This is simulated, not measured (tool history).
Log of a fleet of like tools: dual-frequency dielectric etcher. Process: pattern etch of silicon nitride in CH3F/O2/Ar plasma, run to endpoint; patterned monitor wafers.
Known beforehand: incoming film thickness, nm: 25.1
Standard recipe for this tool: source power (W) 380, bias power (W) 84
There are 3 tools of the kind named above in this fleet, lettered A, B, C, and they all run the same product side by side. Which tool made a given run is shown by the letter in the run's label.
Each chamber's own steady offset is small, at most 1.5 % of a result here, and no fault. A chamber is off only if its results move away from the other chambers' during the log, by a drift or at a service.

run	day	source power (W)	bias power (W)	endpoint time (s)
1C	0.154	380	84	34.526
2B	0.262	380	84	35.056
3A	0.429	380	84	34.946
4A	0.533	380	84	34.824
5B	0.621	380	84	34.874
6C	0.825	380	84	34.543
7A	1.025	380	84	34.976
8C	1.221	380	71	36.372
9B	1.417	380	71	37.223
10B	1.579	380	71	37.12
11C	1.679	380	84	34.186
12A	1.871	380	76	36.12
13A	2.012	380	76	36.043
14C	2.196	380	76	36.188
15B	2.367	380	84	34.75
16B	2.488	380	84	35.026
17C	2.683	380	84	34.738
18A	2.792	380	84	35.161
19B	2.942	380	75	36.467
20C	3.121	380	75	36.252
21A	3.279	380	75	36.309
22C	3.388	380	84	34.959
23A	3.5	380	84	35.201

Predict what each chamber gives when all 3 of them run the settings below next.
24A	3.65	380	84	?
24B	3.65	380	84	?
24C	3.65	380	84	?

run	endpoint time (s)
24A	34.931
24B	34.92
24C	34.406
